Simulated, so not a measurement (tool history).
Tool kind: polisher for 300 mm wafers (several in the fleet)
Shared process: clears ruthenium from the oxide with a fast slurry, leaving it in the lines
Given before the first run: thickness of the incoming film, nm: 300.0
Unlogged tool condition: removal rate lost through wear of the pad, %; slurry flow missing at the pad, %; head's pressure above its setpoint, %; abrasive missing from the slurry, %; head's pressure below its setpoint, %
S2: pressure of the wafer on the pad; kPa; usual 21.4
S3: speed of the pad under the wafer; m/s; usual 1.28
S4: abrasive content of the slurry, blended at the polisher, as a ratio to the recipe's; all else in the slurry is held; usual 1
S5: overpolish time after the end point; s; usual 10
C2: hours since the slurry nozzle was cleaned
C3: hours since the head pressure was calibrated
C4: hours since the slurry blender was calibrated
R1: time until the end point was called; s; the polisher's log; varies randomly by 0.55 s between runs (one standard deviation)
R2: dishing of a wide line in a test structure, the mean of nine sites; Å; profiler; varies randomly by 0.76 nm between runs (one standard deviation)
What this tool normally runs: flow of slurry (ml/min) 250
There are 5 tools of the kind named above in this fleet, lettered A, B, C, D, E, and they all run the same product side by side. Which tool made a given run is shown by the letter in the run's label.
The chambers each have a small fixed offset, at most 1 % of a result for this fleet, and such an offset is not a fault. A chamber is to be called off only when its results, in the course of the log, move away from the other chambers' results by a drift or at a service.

-- hour=0.8 chamber D: worn pad replaced by a new one
run 1A hour=8 | flow_of_slurry_(ml/min)=250 S2=21.4 S3=1.28 S4=1 S5=10 | wafers_polished_on_this_pad=647 C2=67.2 C3=169.4 C4=216.7 | R1=49.9 R2=485.33
run 2B hour=16.5 | flow_of_slurry_(ml/min)=250 S2=21.4 S3=1.28 S4=1 S5=10 | wafers_polished_on_this_pad=420 C2=210.6 C3=143.8 C4=290.2 | R1=50.715 R2=485.44
run 3E hour=23.3 | flow_of_slurry_(ml/min)=250 S2=21.4 S3=1.28 S4=1 S5=10 | wafers_polished_on_this_pad=702 C2=360.1 C3=792.5 C4=80.5 | R1=50.713 R2=478.15
run 4C hour=30.6 | flow_of_slurry_(ml/min)=250 S2=21.4 S3=1.28 S4=1 S5=10 | wafers_polished_on_this_pad=583 C2=182.2 C3=175.4 C4=151.6 | R1=50.333 R2=497.76
-- hour=34.1 chamber A: slurry blender recalibrated
-- hour=36.1 chamber A: worn pad replaced by a new one
run 5D hour=37.3 | flow_of_slurry_(ml/min)=250 S2=21.4 S3=1.28 S4=1 S5=10 | wafers_polished_on_this_pad=449 C2=428.5 C3=334.2 C4=139.3 | R1=51.831 R2=501.93
-- hour=45.6 chamber C: slurry blender recalibrated
-- hour=47.9 chamber B: worn pad replaced by a new one
run 6C hour=48.5 | flow_of_slurry_(ml/min)=250 S2=21.4 S3=1.28 S4=1 S5=10 | wafers_polished_on_this_pad=803 C2=200.1 C3=193.3 C4=2.9 | R1=50.922 R2=475.02
-- hour=54.9 chamber C: worn pad replaced by a new one
run 7E hour=55.8 | flow_of_slurry_(ml/min)=250 S2=21.4 S3=1.28 S4=1 S5=10 | wafers_polished_on_this_pad=1101 C2=392.6 C3=825 C4=113 | R1=51.222 R2=486.74
-- hour=58.8 chamber D: slurry nozzle cleaned
run 8D hour=65.1 | flow_of_slurry_(ml/min)=250 S2=21.4 S3=1.28 S4=1 S5=10 | wafers_polished_on_this_pad=790 C2=6.4 C3=362 C4=167.1 | R1=50.263 R2=483.54
run 9B hour=74.1 | flow_of_slurry_(ml/min)=250 S2=21.4 S3=1.28 S4=1 S5=10 | wafers_polished_on_this_pad=322 C2=268.2 C3=201.4 C4=347.8 | R1=50.67 R2=474.51
-- hour=81.3 chamber D: worn pad replaced by a new one
run 10A hour=86.3 | flow_of_slurry_(ml/min)=250 S2=21.4 S3=1.28 S4=1 S5=10 | wafers_polished_on_this_pad=616 C2=145.5 C3=247.7 C4=52.2 | R1=50.487 R2=491.65
run 11D hour=91.8 | flow_of_slurry_(ml/min)=250 S2=21.4 S3=1.28 S4=1 S5=10 | wafers_polished_on_this_pad=129 C2=33.1 C3=388.7 C4=193.8 | R1=51.248 R2=478.76
-- hour=95.6 chamber B: slurry blender recalibrated
run 12C hour=99.3 | flow_of_slurry_(ml/min)=250 S2=21.4 S3=1.28 S4=1 S5=15 | wafers_polished_on_this_pad=545 C2=250.9 C3=244.1 C4=53.7 | R1=50.524 R2=679.18
-- hour=99.4 chamber E: worn pad replaced by a new one
run 13B hour=108.5 | flow_of_slurry_(ml/min)=250 S2=21.4 S3=1.28 S4=1 S5=15 | wafers_polished_on_this_pad=744 C2=302.6 C3=235.8 C4=12.9 | R1=50.799 R2=675.18
-- hour=115.9 chamber A: worn pad replaced by a new one
run 14E hour=117.2 | flow_of_slurry_(ml/min)=250 S2=21.4 S3=1.28 S4=1 S5=15 | wafers_polished_on_this_pad=218 C2=454 C3=886.4 C4=174.4 | R1=50.2 R2=694.05
-- hour=120.7 chamber B: worn pad replaced by a new one
run 15A hour=129.2 | flow_of_slurry_(ml/min)=250 S2=21.4 S3=1.28 S4=1 S5=15 | wafers_polished_on_this_pad=163 C2=188.4 C3=290.6 C4=95.1 | R1=50.697 R2=690.24
-- hour=132.5 chamber C: worn pad replaced by a new one
run 16A hour=139.9 | flow_of_slurry_(ml/min)=250 S2=21.4 S3=1.28 S4=1 S5=15 | wafers_polished_on_this_pad=294 C2=199.1 C3=301.3 C4=105.8 | R1=49.94 R2=682.72
-- hour=147.2 chamber D: worn pad replaced by a new one
run 17D hour=151.1 | flow_of_slurry_(ml/min)=250 S2=21.4 S3=1.28 S4=1 S5=10 | wafers_polished_on_this_pad=48 C2=92.4 C3=448 C4=253.1 | R1=50.372 R2=472.46
run 18C hour=160.2 | flow_of_slurry_(ml/min)=250 S2=21.4 S3=1.28 S4=1 S5=10 | wafers_polished_on_this_pad=340 C2=311.8 C3=305 C4=114.6 | R1=50.335 R2=484.72
run 19E hour=166.8 | flow_of_slurry_(ml/min)=250 S2=15.9 S3=0.86 S4=1 S5=10 | wafers_polished_on_this_pad=827 C2=503.6 C3=936 C4=224 | R1=102.51 R2=262.47
run 20B hour=173.4 | flow_of_slurry_(ml/min)=250 S2=15.9 S3=0.86 S4=1 S5=10 | wafers_polished_on_this_pad=647 C2=367.5 C3=300.7 C4=77.8 | R1=102.84 R2=259.16
run 21C hour=180.4 | flow_of_slurry_(ml/min)=250 S2=15.9 S3=0.86 S4=1 S5=10 | wafers_polished_on_this_pad=588 C2=332 C3=325.2 C4=134.8 | R1=101.28 R2=259.32
-- hour=183.1 chamber C: slurry blender recalibrated
-- hour=186.1 chamber A: slurry nozzle cleaned
-- hour=187 chamber E: slurry nozzle cleaned
run 22E hour=188 | flow_of_slurry_(ml/min)=250 S2=15.9 S3=0.86 S4=1 S5=10 | wafers_polished_on_this_pad=1087 C2=1 C3=957.2 C4=245.2 | R1=98.81 R2=253.84
-- hour=193 chamber B: worn pad replaced by a new one
run 23B hour=196.1 | flow_of_slurry_(ml/min)=250 S2=15.9 S3=0.86 S4=1 S5=10 | wafers_polished_on_this_pad=38 C2=390.2 C3=323.4 C4=100.5 | R1=101.32 R2=257.44
-- hour=204.3 chamber A: worn pad replaced by a new one
run 24D hour=204.9 | flow_of_slurry_(ml/min)=250 S2=21.4 S3=1.28 S4=1 S5=10 | wafers_polished_on_this_pad=708 C2=146.2 C3=501.8 C4=306.9 | R1=50.503 R2=480.1
-- hour=205.6 chamber C: worn pad replaced by a new one
-- hour=208.4 chamber E: worn pad replaced by a new one
run 25A hour=213.3 | flow_of_slurry_(ml/min)=250 S2=21.4 S3=1.28 S4=1 S5=10 | wafers_polished_on_this_pad=111 C2=27.2 C3=374.7 C4=179.2 | R1=50.504 R2=493.28
run 26B hour=223 | flow_of_slurry_(ml/min)=250 S2=21.4 S3=1.28 S4=1 S5=10 | wafers_polished_on_this_pad=368 C2=417.1 C3=350.3 C4=127.4 | R1=50.339 R2=474.8
run 27C hour=230.3 | flow_of_slurry_(ml/min)=250 S2=21.4 S3=1.28 S4=1 S5=10 | wafers_polished_on_this_pad=303 C2=381.9 C3=375.1 C4=47.2 | R1=49.862 R2=474.28
-- hour=232 chamber D: worn pad replaced by a new one
-- hour=233.3 chamber D: slurry blender recalibrated
-- hour=233.7 chamber A: head pressure recalibrated
run 28D hour=239.4 | flow_of_slurry_(ml/min)=250 S2=21.4 S3=1.28 S4=1 S5=10 | wafers_polished_on_this_pad=91 C2=180.7 C3=536.3 C4=6.2 | R1=50.776 R2=484.12
-- hour=251 chamber A: slurry blender recalibrated
run 29E hour=251 | flow_of_slurry_(ml/min)=250 S2=21.4 S3=1.28 S4=1 S5=10 | wafers_polished_on_this_pad=522 C2=64 C3=1020.2 C4=308.2 | R1=50.374 R2=488.51
-- hour=258 chamber B: worn pad replaced by a new one
run 30A hour=261.8 | flow_of_slurry_(ml/min)=250 S2=21.4 S3=1.28 S4=1 S5=10 | wafers_polished_on_this_pad=706 C2=75.7 C3=28.1 C4=10.8 | R1=51.104 R2=484.48
run 31D hour=273.3 | flow_of_slurry_(ml/min)=250 S2=21.4 S3=1.28 S4=1 S5=10 | wafers_polished_on_this_pad=508 C2=214.6 C3=570.2 C4=40.1 | R1=51.363 R2=478.12
run 32B hour=279.9 | flow_of_slurry_(ml/min)=250 S2=21.4 S3=1.28 S4=1 S5=10 | wafers_polished_on_this_pad=269 C2=474 C3=407.2 C4=184.3 | R1=50.562 R2=473.73
run 33C hour=286.3 | flow_of_slurry_(ml/min)=250 S2=21.4 S3=1.28 S4=1 S5=10 | wafers_polished_on_this_pad=991 C2=437.9 C3=431.1 C4=103.2 | R1=49.526 R2=473.48
run 34E hour=294.3 | flow_of_slurry_(ml/min)=250 S2=21.4 S3=1.28 S4=1 S5=10 | wafers_polished_on_this_pad=1054 C2=107.3 C3=1063.5 C4=351.5 | R1=50.429 R2=483.54
-- hour=297.4 chamber C: worn pad replaced by a new one
-- hour=297.9 chamber A: worn pad replaced by a new one
run 35A hour=299.6 | flow_of_slurry_(ml/min)=250 S2=21.4 S3=1.28 S4=1 S5=10 | wafers_polished_on_this_pad=21 C2=113.5 C3=65.9 C4=48.6 | R1=49.452 R2=478.87
-- hour=306.8 chamber D: worn pad replaced by a new one
run 36E hour=309 | flow_of_slurry_(ml/min)=250 S2=21.4 S3=1.1 S4=1 S5=10 | wafers_polished_on_this_pad=1234 C2=122 C3=1078.2 C4=366.2 | R1=58.147 R2=426
run 37A hour=319.6 | flow_of_slurry_(ml/min)=250 S2=21.4 S3=1.1 S4=1 S5=10 | wafers_polished_on_this_pad=267 C2=133.5 C3=85.9 C4=68.6 | R1=58.757 R2=415.21
-- hour=323.3 chamber B: worn pad replaced by a new one
run 38D hour=331.5 | flow_of_slurry_(ml/min)=250 S2=21.4 S3=1.1 S4=1 S5=10 | wafers_polished_on_this_pad=304 C2=272.8 C3=628.4 C4=98.3 | R1=58.772 R2=415.44
-- hour=335.8 chamber C: slurry blender recalibrated
run 39B hour=338.1 | flow_of_slurry_(ml/min)=250 S2=21.4 S3=1.1 S4=1 S5=10 | wafers_polished_on_this_pad=182 C2=532.2 C3=465.4 C4=242.5 | R1=59.574 R2=418.93
run 40C hour=343.5 | flow_of_slurry_(ml/min)=250 S2=21.4 S3=1.1 S4=1 S5=10 | wafers_polished_on_this_pad=566 C2=495.1 C3=488.3 C4=7.7 | R1=58.475 R2=413.91
-- hour=344 chamber E: worn pad replaced by a new one
run 41B hour=351.3 | flow_of_slurry_(ml/min)=250 S2=21.4 S3=1.44 S4=1.15 S5=10 | wafers_polished_on_this_pad=344 C2=545.4 C3=478.6 C4=255.7 | R1=42.533 R2=572
run 42D hour=360.3 | flow_of_slurry_(ml/min)=250 S2=21.4 S3=1.44 S4=1.15 S5=10 | wafers_polished_on_this_pad=657 C2=301.6 C3=657.2 C4=127.1 | R1=42.817 R2=568.88
run 43C hour=365.9 | flow_of_slurry_(ml/min)=250 S2=21.4 S3=1.44 S4=1.15 S5=10 | wafers_polished_on_this_pad=840 C2=517.5 C3=510.7 C4=30.1 | R1=42.949 R2=572
run 44E hour=372.9 | flow_of_slurry_(ml/min)=250 S2=21.4 S3=1.44 S4=1.15 S5=10 | wafers_polished_on_this_pad=355 C2=185.9 C3=1142.1 C4=430.1 | R1=42.993 R2=565.69

Read the log: is a single chamber off, either drifting away or since a service, is the gauge that measures every chamber drifting, or is nothing wrong beyond small per-chamber offsets? Name any odd chamber and what most likely caused it.

The fleet is healthy, with each chamber sitting at its usual small offset and no drift in the gauge.
